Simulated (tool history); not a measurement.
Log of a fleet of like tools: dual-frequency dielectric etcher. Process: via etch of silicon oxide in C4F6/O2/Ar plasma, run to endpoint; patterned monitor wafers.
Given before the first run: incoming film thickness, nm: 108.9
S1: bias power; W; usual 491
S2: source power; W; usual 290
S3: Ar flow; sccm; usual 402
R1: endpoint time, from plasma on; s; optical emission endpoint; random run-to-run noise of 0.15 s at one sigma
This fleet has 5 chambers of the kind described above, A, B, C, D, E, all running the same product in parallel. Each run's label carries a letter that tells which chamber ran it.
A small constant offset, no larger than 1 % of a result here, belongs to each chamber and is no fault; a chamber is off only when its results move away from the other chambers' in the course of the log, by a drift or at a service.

run	hour	S1	S2	S3	R1
1C	7.0	491	290	402	28.112
2B	19.6	491	290	402	27.926
3E	29.8	491	290	402	28.142
4D	39.9	491	290	402	27.787
5A	51.6	491	290	402	28.059
6B	61.1	491	290	402	28.048
7A	71.6	491	290	402	28.084
8E	80.1	491	290	402	28.188
9D	93.4	491	290	402	27.887
10C	106.9	491	290	402	28.165
11B	116.3	491	290	402	28.194
12D	122.7	491	290	317	27.083
13A	130.5	491	290	317	27.173
14E	140.1	491	290	317	27.574
15C	147.5	491	290	317	27.467
16D	160.9	491	290	317	27.116
17C	168.3	491	290	402	28.216
18A	180.3	491	290	402	28.089
19B	190.5	491	290	402	28.177
# hour 201.1: chamber A: wet clean of the chamber
20E	201.3	491	290	402	28.032
21B	211.3	491	290	402	27.856
22C	219.5	491	290	402	28.120
# hour 221.4: chamber E: wet clean of the chamber
23D	225.5	491	290	402	27.992
24E	234.7	386	250	402	32.792
25A	245.3	386	250	402	34.141
26B	255.7	386	250	402	32.823
27E	265.1	386	250	402	32.076
# hour 271.5: chamber D: source power generator calibrated
28C	273.2	386	250	402	32.275
29A	283.4	491	290	402	29.369
30D	294.1	491	240	456	30.551
31D	302.5	491	240	456	30.050
32A	315.6	491	240	456	32.005
33E	322.0	491	240	456	30.675
34B	329.5	491	240	456	30.638
35C	339.0	491	290	402	28.305
36D	350.8	491	290	402	28.147
37A	361.7	491	290	402	29.688
38C	374.5	491	290	402	28.195
# hour 376.7: chamber C: source power generator calibrated
# hour 378.4: chamber C: bias power generator calibrated
# hour 379.5: chamber C: wet clean of the chamber
39E	381.7	491	290	402	28.071
40B	389.0	491	290	402	28.404
41C	402.5	491	290	402	28.316

All chambers now run identical settings, listed one chamber a line with results as question marks. What results will each chamber show?
42A	412.2	491	290	402	?
42B	412.2	491	290	402	?
42C	412.2	491	290	402	?
42D	412.2	491	290	402	?
42E	412.2	491	290	402	?

run	R1
42A	29.529
42B	28.239
42C	28.258
42D	28.060
42E	27.828
